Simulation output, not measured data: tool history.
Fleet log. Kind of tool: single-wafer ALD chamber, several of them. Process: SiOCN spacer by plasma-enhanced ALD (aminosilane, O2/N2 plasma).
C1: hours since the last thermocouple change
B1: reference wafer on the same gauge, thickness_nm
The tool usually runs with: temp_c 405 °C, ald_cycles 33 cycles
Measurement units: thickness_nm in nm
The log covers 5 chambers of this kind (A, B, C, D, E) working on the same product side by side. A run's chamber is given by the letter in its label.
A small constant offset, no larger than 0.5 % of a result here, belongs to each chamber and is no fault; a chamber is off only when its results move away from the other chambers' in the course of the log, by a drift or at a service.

Run 1D, hour 4.8: usual settings; C1 502.3; B1 2.3487. Result: thickness_nm 1.9595 nm.
Run 2A, hour 9.7: usual settings; C1 1076.7; B1 2.3496. Result: thickness_nm 1.9486 nm.
Run 3E, hour 12.5: usual settings; C1 155.2; B1 2.3493. Result: thickness_nm 1.9728 nm.
Run 4C, hour 15.4: usual settings; C1 2961.6; B1 2.3487. Result: thickness_nm 1.9566 nm.
Run 5B, hour 18.1: usual settings; C1 380.6; B1 2.3482. Result: thickness_nm 1.9631 nm.
Run 6E, hour 22: usual settings; C1 164.7; B1 2.3481. Result: thickness_nm 1.9658 nm.
Run 7D, hour 26.2: usual settings but temp_c 392 °C, ald_cycles 35 cycles; C1 523.7; B1 2.3481. Result: thickness_nm 2.0985 nm.
Run 8A, hour 29.7: usual settings but temp_c 392 °C, ald_cycles 35 cycles; C1 1096.7; B1 2.3467. Result: thickness_nm 2.1031 nm.
Run 9C, hour 34.9: usual settings but temp_c 392 °C, ald_cycles 35 cycles; C1 2981.1; B1 2.3467. Result: thickness_nm 2.0971 nm.
Run 10B, hour 38.2: usual settings but temp_c 392 °C, ald_cycles 35 cycles; C1 400.7; B1 2.346. Result: thickness_nm 2.1194 nm.
Run 11A, hour 40.9: usual settings but temp_c 392 °C, ald_cycles 35 cycles; C1 1107.9; B1 2.3461. Result: thickness_nm 2.0985 nm.
Run 12E, hour 45.3: usual settings; C1 188; B1 2.3447. Result: thickness_nm 1.962 nm.
Run 13D, hour 48.7: usual settings but temp_c 393 °C, ald_cycles 36 cycles; C1 546.2; B1 2.3454. Result: thickness_nm 2.1607 nm.
Run 14B, hour 52.7: usual settings but temp_c 393 °C, ald_cycles 36 cycles; C1 415.2; B1 2.3448. Result: thickness_nm 2.1798 nm.
Run 15C, hour 56.1: usual settings but temp_c 393 °C, ald_cycles 36 cycles; C1 3002.3; B1 2.3448. Result: thickness_nm 2.1527 nm.
Run 16B, hour 59.6: usual settings but temp_c 393 °C, ald_cycles 36 cycles; C1 422.1; B1 2.3448. Result: thickness_nm 2.1747 nm.
Run 17E, hour 63.6: usual settings but temp_c 393 °C, ald_cycles 36 cycles; C1 206.3; B1 2.3433. Result: thickness_nm 2.1729 nm.
Run 18D, hour 68.5: usual settings; C1 566; B1 2.3436. Result: thickness_nm 1.9567 nm.
Run 19C, hour 72.1: usual settings; C1 3018.3; B1 2.3428. Result: thickness_nm 1.9438 nm.
Run 20A, hour 74.7: usual settings; C1 1141.7; B1 2.3419. Result: thickness_nm 1.9505 nm.
Run 21E, hour 78.7: usual settings; C1 221.4; B1 2.343. Result: thickness_nm 1.9625 nm.
Run 22C, hour 83.7: usual settings but temp_c 400 °C; C1 3029.9; B1 2.3423. Result: thickness_nm 1.9756 nm.
Run 23D, hour 88.8: usual settings but temp_c 400 °C; C1 586.3; B1 2.342. Result: thickness_nm 1.9829 nm.
Run 24B, hour 94.2: usual settings but temp_c 400 °C; C1 456.7; B1 2.3418. Result: thickness_nm 1.9905 nm.
Run 25A, hour 98.1: usual settings but temp_c 400 °C; C1 1165.1; B1 2.3392. Result: thickness_nm 1.9758 nm.
Run 26D, hour 101.3: usual settings but temp_c 400 °C; C1 598.8; B1 2.3408. Result: thickness_nm 1.9787 nm.
Run 27B, hour 104.8: usual settings; C1 467.3; B1 2.3387. Result: thickness_nm 1.9646 nm.
Run 28E, hour 109.7: usual settings; C1 252.4; B1 2.3399. Result: thickness_nm 1.9601 nm.
Run 29A, hour 112.4: usual settings; C1 1179.4; B1 2.3394. Result: thickness_nm 1.9432 nm.
Run 30C, hour 116.7: usual settings but temp_c 415 °C, ald_cycles 27 cycles; C1 3062.9; B1 2.3395. Result: thickness_nm 1.5425 nm.
Run 31C, hour 120.9: usual settings but temp_c 415 °C, ald_cycles 27 cycles; C1 3067.1; B1 2.3371. Result: thickness_nm 1.5448 nm.
Run 32D, hour 123.4: usual settings but temp_c 415 °C, ald_cycles 27 cycles; C1 620.9; B1 2.3383. Result: thickness_nm 1.5483 nm.
Run 33E, hour 128.3: usual settings but temp_c 415 °C, ald_cycles 27 cycles; C1 271; B1 2.3382. Result: thickness_nm 1.5515 nm.
Run 34A, hour 132.9: usual settings but temp_c 415 °C, ald_cycles 27 cycles; C1 1199.9; B1 2.3366. Result: thickness_nm 1.5447 nm.
Run 35B, hour 135.7: usual settings; C1 498.2; B1 2.3379. Result: thickness_nm 1.9606 nm.
Run 36B, hour 140.9: usual settings; C1 503.4; B1 2.3366. Result: thickness_nm 1.9607 nm.
Run 37C, hour 146.2: usual settings; C1 3092.4; B1 2.3359. Result: thickness_nm 1.9371 nm.
Run 38D, hour 151.7: usual settings; C1 649.2; B1 2.3353. Result: thickness_nm 1.9444 nm.
Run 39A, hour 154.9: usual settings; C1 1221.9; B1 2.3337. Result: thickness_nm 1.9438 nm.

Predict what each chamber gives when all 5 of them run the settings below next.
Run 40A, hour 158.9: usual settings. Result: thickness_nm ?.
Run 40B, hour 158.9: usual settings. Result: thickness_nm ?.
Run 40C, hour 158.9: usual settings. Result: thickness_nm ?.
Run 40D, hour 158.9: usual settings. Result: thickness_nm ?.
Run 40E, hour 158.9: usual settings. Result: thickness_nm ?.

run  thickness_nm
40A        1.9431
40B        1.9511
40C        1.9412
40D        1.9468
40E        1.9512
